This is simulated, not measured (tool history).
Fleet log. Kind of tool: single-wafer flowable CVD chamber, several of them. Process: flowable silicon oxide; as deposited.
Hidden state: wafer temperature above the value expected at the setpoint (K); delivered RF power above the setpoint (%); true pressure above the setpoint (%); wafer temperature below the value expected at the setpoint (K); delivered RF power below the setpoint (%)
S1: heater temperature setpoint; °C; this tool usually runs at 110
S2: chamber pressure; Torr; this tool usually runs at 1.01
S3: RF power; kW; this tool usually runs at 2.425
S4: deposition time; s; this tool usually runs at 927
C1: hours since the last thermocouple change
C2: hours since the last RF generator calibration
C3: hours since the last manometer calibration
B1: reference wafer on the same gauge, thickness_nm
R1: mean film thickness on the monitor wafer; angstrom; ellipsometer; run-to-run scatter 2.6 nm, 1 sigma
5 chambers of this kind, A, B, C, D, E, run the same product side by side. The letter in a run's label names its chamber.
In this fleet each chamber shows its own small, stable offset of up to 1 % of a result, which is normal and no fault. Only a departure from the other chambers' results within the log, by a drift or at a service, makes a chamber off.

run	day	S1	S2	S3	S4	C1	C2	C3	B1	R1
1C	0.508	110	1.01	2.425	927	738.8	1557.1	296.3	576.31	5540.5
2E	0.975	110	1.01	2.425	927	1307.4	635.4	2132.1	576.50	5583.9
3D	1.446	110	1.01	2.425	927	1032.5	1774.9	1720.4	576.31	5572.4
4A	1.938	110	1.01	2.425	927	1493.2	1431.4	3144.5	575.35	5625.2
5B	2.425	110	1.01	2.070	814	1783.4	388.0	147.5	576.75	4769.8
# day 2.804: chamber A: capacitance manometer re-zeroed and calibrated
6D	2.967	110	1.01	2.070	814	1069.0	1811.4	1756.9	575.60	4768.8
7A	3.608	110	1.01	2.070	814	1533.3	1471.5	19.3	575.66	4757.8
8C	4.212	110	1.01	2.070	814	827.7	1646.0	385.2	576.13	4738.9
9E	4.871	110	1.01	2.070	814	1400.9	728.9	2225.6	575.83	4730.0
# day 5.188: chamber C: RF generator calibrated
10B	5.350	110	1.01	2.425	927	1853.6	458.2	217.7	576.38	5572.3
11C	5.733	110	1.01	2.425	927	864.2	13.1	421.7	576.19	5602.7
12E	6.138	110	1.01	2.425	927	1431.3	759.3	2256.0	576.94	5527.9
13B	6.667	110	0.82	2.425	838	1885.2	489.8	249.3	575.61	3894.5
# day 6.862: chamber D: RF generator calibrated
14A	7.125	110	0.82	2.425	838	1617.7	1555.9	103.7	575.79	3902.4
# day 7.321: chamber A: thermocouple changed; heater temperature recalibrated
15D	7.567	110	0.82	2.425	838	1179.4	16.9	1867.3	575.38	3941.0
16D	8.150	110	0.82	2.425	838	1193.4	30.9	1881.3	576.46	3905.7
17C	8.771	110	0.82	2.425	838	937.1	86.0	494.6	576.01	3861.2
18E	9.208	110	1.01	2.425	927	1505.0	833.0	2329.7	575.78	5522.2
# day 9.362: chamber E: capacitance manometer re-zeroed and calibrated
19B	9.667	110	1.01	2.425	927	1957.2	561.8	321.3	575.63	5596.9
20A	9.979	110	1.01	2.425	927	63.8	1624.4	172.2	575.44	5565.7
21A	10.375	110	1.01	1.990	927	73.3	1633.9	181.7	576.56	5400.6
22C	10.858	110	1.01	1.990	927	987.2	136.1	544.7	576.43	5388.6
23D	11.442	110	1.01	1.990	927	1272.4	109.9	1960.3	576.03	5394.2
24E	12.004	110	1.01	1.990	927	1572.1	900.1	63.5	576.16	5678.4
25B	12.608	110	1.01	1.990	927	2027.8	632.4	391.9	576.47	5406.1
26C	13.092	110	1.01	2.425	927	1040.8	189.7	598.3	575.03	5540.3
27A	13.662	110	1.01	2.425	927	152.2	1712.8	260.6	575.93	5581.1
28B	14.300	110	1.01	2.425	927	2068.4	673.0	432.5	576.05	5582.5
29D	14.954	110	1.01	2.425	927	1356.7	194.2	2044.6	575.97	5549.6
30E	15.396	110	1.01	2.425	927	1653.5	981.5	144.9	575.70	5872.8
31A	16.050	110	1.09	2.425	789	209.5	1770.1	317.9	575.28	5174.5
32E	16.454	110	1.09	2.425	789	1678.9	1006.9	170.3	575.70	5484.3
33D	17.046	110	1.09	2.425	789	1406.9	244.4	2094.8	575.73	5171.3
34B	17.367	110	1.09	2.425	789	2142.0	746.6	506.1	576.03	5207.4
35C	17.942	110	1.09	2.425	789	1157.2	306.1	714.7	576.30	5129.8
36E	18.308	110	1.01	2.425	927	1723.4	1051.4	214.8	575.88	5861.3
37A	18.979	96	1.10	2.425	927	279.8	1840.4	388.2	575.99	9760.0
38D	19.625	96	1.10	2.425	927	1468.8	306.3	2156.7	575.66	9617.0

Read the log: is a single chamber off, either drifting away or since a service, is the gauge that measures every chamber drifting, or is nothing wrong beyond small per-chamber offsets? Name any odd chamber and what most likely caused it.

A service left chamber E off against the others.
Most likely cause: true pressure above the setpoint (%) = 5.38.

Here are 4 candidates for chamber E's next run, each the usual settings with a change, their results left as question marks. Which one brings its results back in line with what the others give on the usual settings?
Allowed miss from the other chambers' usual-settings mean, per result, to count as in line: R1 90.0 angstrom
39E-1	20.104	110	0.96	2.415	927					?
39E-2	20.104	110	1.01	2.425	977					?
39E-3	20.104	110	1.01	2.435	950					?
39E-4	20.104	110	1.01	2.425	904					?

Other chambers, usual settings, mean: R1 5572.1 angstrom
run	R1
39E-1	5532.4
39E-2	6188.2
39E-3	6020.8
39E-4	5725.8
The answer is 39E-1, which returns the chamber to within the allowed miss of the others.
